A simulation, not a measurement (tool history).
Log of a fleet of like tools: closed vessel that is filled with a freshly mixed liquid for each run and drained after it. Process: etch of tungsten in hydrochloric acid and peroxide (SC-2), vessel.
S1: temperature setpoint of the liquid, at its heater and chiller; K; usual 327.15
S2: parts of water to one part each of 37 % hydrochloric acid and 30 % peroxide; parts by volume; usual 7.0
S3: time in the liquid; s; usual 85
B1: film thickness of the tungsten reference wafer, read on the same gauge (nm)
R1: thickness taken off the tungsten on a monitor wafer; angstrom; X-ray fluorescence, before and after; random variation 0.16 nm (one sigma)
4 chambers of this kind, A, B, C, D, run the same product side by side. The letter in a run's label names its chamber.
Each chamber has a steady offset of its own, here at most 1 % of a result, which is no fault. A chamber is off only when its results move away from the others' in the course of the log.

Run 1C, hour 3.4: usual settings; B1 59.994. Result: R1 278.470 angstrom.
At hour 4.5: chamber C: new drum of peroxide connected.
Run 2D, hour 6.4: usual settings; B1 60.003. Result: R1 281.800 angstrom.
Run 3A, hour 9.2: usual settings; B1 59.995. Result: R1 276.960 angstrom.
Run 4B, hour 14.1: usual settings; B1 60.008. Result: R1 276.480 angstrom.
At hour 14.3: chamber B: thermometer replaced.
Run 5B, hour 16.7: usual settings but S1 321.65 K, S3 40 s; B1 59.987. Result: R1 90.330 angstrom.
Run 6A, hour 20.1: usual settings but S1 321.65 K, S3 40 s; B1 59.991. Result: R1 90.987 angstrom.
Run 7C, hour 24.7: usual settings but S1 321.65 K, S3 40 s; B1 59.981. Result: R1 92.412 angstrom.
Run 8D, hour 29.4: usual settings but S1 321.65 K, S3 40 s; B1 60.010. Result: R1 91.956 angstrom.
Run 9A, hour 32.1: usual settings; B1 59.976. Result: R1 277.130 angstrom.
Run 10D, hour 36.7: usual settings; B1 60.004. Result: R1 283.640 angstrom.
Run 11C, hour 40.9: usual settings; B1 59.987. Result: R1 278.450 angstrom.
Run 12B, hour 45.1: usual settings but S3 135 s; B1 59.987. Result: R1 437.590 angstrom.
Run 13C, hour 49.3: usual settings but S3 135 s; B1 60.013. Result: R1 447.660 angstrom.
Run 14A, hour 54.0: usual settings but S3 135 s; B1 59.984. Result: R1 442.750 angstrom.
Run 15B, hour 58.9: usual settings but S3 135 s; B1 60.003. Result: R1 436.100 angstrom.
Run 16D, hour 63.3: usual settings; B1 60.017. Result: R1 284.420 angstrom.
Run 17C, hour 66.0: usual settings; B1 59.995. Result: R1 276.620 angstrom.
Run 18B, hour 69.2: usual settings; B1 59.987. Result: R1 276.750 angstrom.
Run 19D, hour 75.0: usual settings; B1 60.008. Result: R1 283.570 angstrom.
Run 20A, hour 78.3: usual settings; B1 59.983. Result: R1 278.120 angstrom.
At hour 79.9: chamber D: chemicals flow meter replaced.
Run 21D, hour 83.8: usual settings; B1 59.989. Result: R1 282.000 angstrom.
Run 22A, hour 86.6: usual settings but S3 50 s; B1 60.008. Result: R1 162.560 angstrom.
Run 23B, hour 89.6: usual settings but S3 50 s; B1 60.009. Result: R1 162.750 angstrom.
Run 24C, hour 93.3: usual settings but S3 50 s; B1 60.014. Result: R1 164.560 angstrom.
Run 25A, hour 96.2: usual settings but S3 50 s; B1 59.990. Result: R1 162.410 angstrom.
Run 26B, hour 102.1: usual settings; B1 60.013. Result: R1 279.610 angstrom.
Run 27C, hour 107.4: usual settings but S1 332.15 K, S3 45 s; B1 60.006. Result: R1 203.620 angstrom.
Run 28D, hour 112.4: usual settings but S1 332.15 K, S3 45 s; B1 59.987. Result: R1 206.330 angstrom.

What goes on in this fleet: one chamber off, a drifting gauge, or nothing beyond the chambers' own small offsets? Name the chamber and the cause, if any.

No chamber stands off beyond its own small offset, and the gauge holds steady.
